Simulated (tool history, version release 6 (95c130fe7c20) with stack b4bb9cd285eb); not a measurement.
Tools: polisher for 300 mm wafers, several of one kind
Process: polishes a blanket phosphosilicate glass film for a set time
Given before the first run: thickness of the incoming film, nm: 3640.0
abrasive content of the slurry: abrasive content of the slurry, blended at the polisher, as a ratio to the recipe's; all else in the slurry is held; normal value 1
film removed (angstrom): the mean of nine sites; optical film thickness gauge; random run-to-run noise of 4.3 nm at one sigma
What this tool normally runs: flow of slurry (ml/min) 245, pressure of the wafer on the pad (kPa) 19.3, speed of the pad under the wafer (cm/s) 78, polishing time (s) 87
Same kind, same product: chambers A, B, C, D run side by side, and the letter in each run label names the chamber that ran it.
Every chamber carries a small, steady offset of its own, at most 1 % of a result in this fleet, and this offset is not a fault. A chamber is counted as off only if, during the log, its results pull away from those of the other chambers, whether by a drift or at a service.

run   hour  flow of slurry (ml/min)  pressure of the wafer on the pad (kPa)  speed of the pad under the wafer (cm/s)  abrasive content of the slurry  polishing time (s)  wafers polished on this pad  hours since the slurry nozzle was cleaned  hours since the head pressure was calibrated  hours since the slurry blender was calibrated  hours since the conditioning disc was replaced  film removed (angstrom)
       3.9  -- chamber A: worn pad replaced by a new one
 1C    8.9                      245                                    19.3                                       78                               1                  87                          202                                      157.6                                         417.6                                           13.7                                           206.9                   5721.6
      17.8  -- chamber B: worn pad replaced by a new one
 2B   19.1                      245                                    19.3                                       78                               1                  87                           13                                       41.6                                         223.1                                             44                                           165.3                   5779.8
        23  -- chamber D: slurry blender recalibrated
 3A   29.4                      245                                    19.3                                       78                               1                  87                          253                                      570.2                                         178.3                                          333.9                                            88.4                   5695.9
 4D   35.7                      245                                    19.3                                       78                               1                  87                          522                                      369.8                                         269.9                                           12.8                                            75.6                   5721.7
      39.9  -- chamber A: slurry blender recalibrated
 5C   45.8                      245                                    19.3                                       78                               1                  87                          569                                      194.5                                         454.5                                           50.6                                           243.8                     5763
 6B   52.1                      245                                    19.3                                       78                               1                  87                          341                                       74.6                                         256.1                                             77                                           198.3                   5794.8
 7A   60.3                      245                                    19.3                                       78                               1                  87                          560                                      601.1                                         209.2                                           20.4                                           119.3                   5755.1
      64.5  -- chamber C: worn pad replaced by a new one
 8D   66.2                      195                                    19.3                                       78                               1                  60                          825                                      400.3                                         300.4                                           43.3                                           106.1                   3809.8
      73.7  -- chamber B: conditioning disc replaced and pad reconditioned
 9B   75.6                      195                                    19.3                                       78                               1                  60                          575                                       98.1                                         279.6                                          100.5                                             1.9                   3890.5
        76  -- chamber D: worn pad replaced by a new one
      82.1  -- chamber A: conditioning disc replaced and pad reconditioned
10D   82.3                      195                                    19.3                                       78                               1                  60                           63                                      416.4                                         316.5                                           59.4                                           122.2                   3855.8
      91.1  -- chamber D: slurry nozzle cleaned
11A   93.7                      195                                    19.3                                       78                               1                  60                          892                                      634.5                                         242.6                                           53.8                                            11.7                   3797.5
12C  105.2                      245                                    19.3                                       78                               1                  87                          405                                      253.9                                         513.9                                            110                                           303.2                   5744.6
     106.4  -- chamber B: worn pad replaced by a new one
13A  115.2                      245                                    23.4                                       78                               1                  87                         1106                                        656                                         264.1                                           75.3                                            33.2                   6869.1
     119.3  -- chamber A: slurry nozzle cleaned
14C  125.1                      245                                    23.4                                       78                               1                  87                          602                                      273.8                                         533.8                                          129.9                                           323.1                   6965.2
15D    132                      245                                    23.4                                       78                               1                  87                          557                                         41                                         366.2                                          109.1                                           171.9                   6884.9
       133  -- chamber B: slurry blender recalibrated
     139.5  -- chamber C: slurry blender recalibrated
16B  142.8                      245                                    23.4                                       78                               1                  87                          362                                      165.3                                         346.8                                            9.8                                            69.1                     7014
       143  -- chamber C: worn pad replaced by a new one
17A  149.4                      245                                    15.2                                       96                               1                  87                         1446                                       30.1                                         298.3                                          109.5                                            67.4                   5302.9
18D  156.7                      245                                    15.2                                       96                               1                  87                          802                                       65.7                                         390.9                                          133.8                                           196.6                   5329.4
     160.4  -- chamber A: worn pad replaced by a new one
     166.4  -- chamber D: conditioning disc replaced and pad reconditioned
19C  166.7                      245                                    15.2                                       96                               1                  87                          236                                      315.4                                         575.4                                           27.3                                           364.7                   5347.4
     171.1  -- chamber C: head pressure recalibrated
20B  178.1                      245                                    15.2                                       96                               1                  87                          713                                      200.6                                         382.1                                           45.1                                           104.4                   5400.4
     183.7  -- chamber C: slurry nozzle cleaned
     185.2  -- chamber D: worn pad replaced by a new one
     186.4  -- chamber B: worn pad replaced by a new one
21D  187.6                      245                                    19.3                                       78                               1                  87                           24                                       96.6                                         421.8                                          164.7                                            21.2                   5704.4
22C  197.6                      245                                    19.3                                       78                               1                  87                          543                                         14                                          26.5                                           58.2                                           395.6                   5715.2
23A    204                      245                                    19.3                                       78                               1                  87                          433                                       84.7                                         352.9                                          164.1                                             122                   5717.9
24B    214                      245                                    19.3                                       78                               1                  87                          274                                      236.5                                           418                                             81                                           140.3                   5831.8
     217.9  -- chamber A: conditioning disc replaced and pad reconditioned
25C    225                      245                                    19.3                                       78                               1                  87                          815                                       41.4                                          53.9                                           85.6                                             423                   5727.6
26B  232.3                      245                                    19.3                                       78                               1                  87                          456                                      254.8                                         436.3                                           99.3                                           158.6                   5820.5
     233.8  -- chamber C: worn pad replaced by a new one
27A  242.4                      245                                    19.3                                       78                               1                  87                          815                                      123.1                                         391.3                                          202.5                                            24.6                   5721.3
28D  253.9                      245                                    19.3                                       78                               1                  87                          683                                      162.9                                         488.1                                            231                                            87.5                   5667.5
     260.2  -- chamber B: worn pad replaced by a new one
     261.6  -- chamber C: conditioning disc replaced and pad reconditioned
29A    262                      245                                    19.3                                       78                               1                  87                         1010                                      142.7                                         410.9                                          222.1                                            44.2                   5725.8
30D    268                      245                                    19.3                                       78                               1                  87                          823                                        177                                         502.2                                          245.1                                           101.6                   5692.1
31C  273.9                      245                                    19.3                                       78                               1                  87                          399                                       90.3                                         102.8                                          134.5                                            12.3                   5755.1
32B  281.5                      245                                    19.3                                       78                               1                  87                          212                                        304                                         485.5                                          148.5                                           207.8                   5728.1
     283.4  -- chamber C: slurry blender recalibrated
33D  291.1                      245                                    19.3                                       78                               1                  87                         1053                                      200.1                                         525.3                                          268.2                                           124.7                   5790.5
     295.9  -- chamber B: slurry blender recalibrated
     296.5  -- chamber D: worn pad replaced by a new one
       297  -- chamber B: slurry nozzle cleaned
34B  297.9                      245                                    19.3                                       78                               1                  87                          375                                        0.9                                         501.9                                            2.1                                           224.2                   5703.9
35C  304.2                      245                                    19.3                                       78                               1                  87                          700                                      120.6                                         133.1                                           20.8                                            42.6                   5774.1
     308.1  -- chamber B: conditioning disc replaced and pad reconditioned
     312.6  -- chamber C: worn pad replaced by a new one
36A  313.8                      245                                    19.3                                       78                               1                  87                         1525                                      194.5                                         462.7                                          273.9                                              96                   5660.1
     320.9  -- chamber A: worn pad replaced by a new one
37D  321.9                      190                                    19.3                                       78                             0.9                  87                          252                                      230.9                                         556.1                                            299                                           155.5                   5218.9
38C  333.3                      190                                    19.3                                       78                             0.9                  87                          205                                      149.7                                         162.2                                           49.9                                            71.7                   5416.2
     336.7  -- chamber B: worn pad replaced by a new one
39A  342.2                      190                                    19.3                                       78                             0.9                  87                          212                                      222.9                                         491.1                                          302.3                                           124.4                     5272
40B    350                      190                                    19.3                                       78                             0.9                  87                          132                                         53                                           554                                           54.2                                              42                   5336.8
41B  356.8                      245                                    19.3                                       78                               1                  87                          200                                       59.8                                         560.8                                             61                                            48.8                   5804.9

Read the log: is a single chamber off, either drifting away or since a service, is the gauge that measures every chamber drifting, or is nothing wrong beyond small per-chamber offsets? Name any odd chamber and what most likely caused it.

Beyond each chamber's small constant offset nothing stands out, and the gauge stays steady.

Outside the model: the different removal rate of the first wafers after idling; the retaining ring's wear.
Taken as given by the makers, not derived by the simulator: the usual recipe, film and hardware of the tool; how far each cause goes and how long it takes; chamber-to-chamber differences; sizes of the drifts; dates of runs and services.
